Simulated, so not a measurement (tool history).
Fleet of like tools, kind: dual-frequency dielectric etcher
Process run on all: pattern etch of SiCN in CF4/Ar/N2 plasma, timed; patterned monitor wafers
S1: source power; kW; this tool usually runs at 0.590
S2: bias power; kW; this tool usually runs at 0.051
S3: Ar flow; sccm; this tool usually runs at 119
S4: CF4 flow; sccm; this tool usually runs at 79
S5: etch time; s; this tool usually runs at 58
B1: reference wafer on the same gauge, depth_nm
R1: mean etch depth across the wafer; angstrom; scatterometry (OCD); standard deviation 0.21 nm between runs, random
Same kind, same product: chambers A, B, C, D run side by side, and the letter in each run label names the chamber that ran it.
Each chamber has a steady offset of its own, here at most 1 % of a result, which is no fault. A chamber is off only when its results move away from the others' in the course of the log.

run   hour     S1     S2   S3  S4  S5      B1      R1
 1D   11.7  0.590  0.051  119  79  58  52.154  562.22
 2B   18.9  0.590  0.051  119  79  58  52.088  560.09
 3A   27.5  0.590  0.051  119  79  58  52.099  554.84
 4C   34.7  0.590  0.051  119  79  58  52.081  562.88
 5B   41.1  0.590  0.051  119  79  58  52.116  558.42
 6D   52.2  0.590  0.051  119  79  58  52.096  564.78
 7C   65.4  0.590  0.051  119  79  58  52.068  558.91
      73.4  -- chamber A: wet clean of the chamber
 8A   77.4  0.590  0.039  119  79  58  52.100  517.90
 9C   83.6  0.590  0.039  119  79  58  52.037  520.36
      88.0  -- chamber B: Ar flow controller replaced
10B   96.6  0.590  0.039  119  79  58  52.116  514.33
11A  103.4  0.590  0.039  119  79  58  52.141  515.54
12D  112.5  0.590  0.051  119  79  58  52.095  563.57
13B  124.5  0.590  0.051   94  62  58  52.084  558.18
14C  130.8  0.590  0.051   94  62  58  52.088  562.86
15A  139.7  0.590  0.051   94  62  58  52.136  559.08
16D  148.0  0.590  0.051   94  62  58  52.125  564.99
17A  159.6  0.590  0.051  119  79  58  52.112  557.69
18D  171.6  0.590  0.051  119  79  58  52.125  567.08
19C  184.7  0.590  0.056  119  93  58  52.106  597.94
20B  197.5  0.590  0.056  119  93  58  52.156  593.68
21A  210.6  0.590  0.056  119  93  58  52.127  589.74
22C  223.5  0.590  0.056  119  93  58  52.091  598.82
23B  234.5  0.690  0.051  119  79  58  52.126  635.99
24D  244.2  0.690  0.051  119  79  58  52.086  648.71
25D  254.1  0.690  0.051  119  79  58  52.080  649.23
26C  264.0  0.690  0.051  119  79  58  52.087  654.32
27A  275.2  0.590  0.051  119  79  58  52.114  557.69
28B  286.2  0.590  0.051  119  79  58  52.108  550.65
29D  292.6  0.590  0.051  119  79  58  52.126  565.06
30C  301.6  0.590  0.051  119  79  58  52.110  566.32
     304.3  -- chamber C: wet clean of the chamber
     311.1  -- chamber A: CF4 flow controller replaced
31B  314.9  0.590  0.051  119  79  58  52.066  553.42
32A  327.9  0.590  0.051  119  79  58  52.052  557.59
33A  339.9  0.590  0.051  119  79  58  52.091  558.36
34C  350.1  0.590  0.051  119  79  58  52.085  565.14
     358.0  -- chamber D: wet clean of the chamber
35D  362.2  0.590  0.051  119  79  58  52.083  569.01
36B  369.9  0.590  0.051  119  79  58  52.083  548.96
37C  379.7  0.590  0.051  119  79  58  52.037  564.42
38A  386.6  0.590  0.051   94  79  67  52.132  670.73
39B  393.6  0.590  0.051   94  79  67  52.133  658.91
40D  402.5  0.590  0.051   94  79  67  52.058  682.57
41A  413.6  0.590  0.051   94  79  67  52.117  669.78
42C  426.8  0.590  0.051  119  79  58  52.184  565.48

One chamber off, gauge drift, or nothing amiss beyond the chambers' own small offsets? If it is a chamber, which one, and what is the likeliest cause?

It is chamber B that slowly wanders off from its peers.
Likeliest cause: source power that arrives under what is set, % = 2.91.
The log may not separate it from: etch rate under this chamber's usual, %.

Below are 4 candidate recipes for chamber B's next run, each the usual settings with a change, their results shown as question marks. Which of them brings B's results back in line with what the other chambers give on the usual settings?
To be in line, a result may differ from the other chambers' mean on the usual settings by at most: R1 7.40 angstrom
43B-1  436.3  0.610  0.051  118  79  60.5       ?
43B-2  436.3  0.590  0.050  120  78  54.5       ?
43B-3  436.3  0.600  0.051  119  79  59.0       ?
43B-4  436.3  0.570  0.051  120  79  58.0       ?

Mean of the other chambers on the usual settings: R1 562.88 angstrom
  run      R1
43B-1  586.12
43B-2  506.89
43B-3  562.50
43B-4  527.86
The answer is 43B-3, which returns the chamber to within the allowed miss of the others.
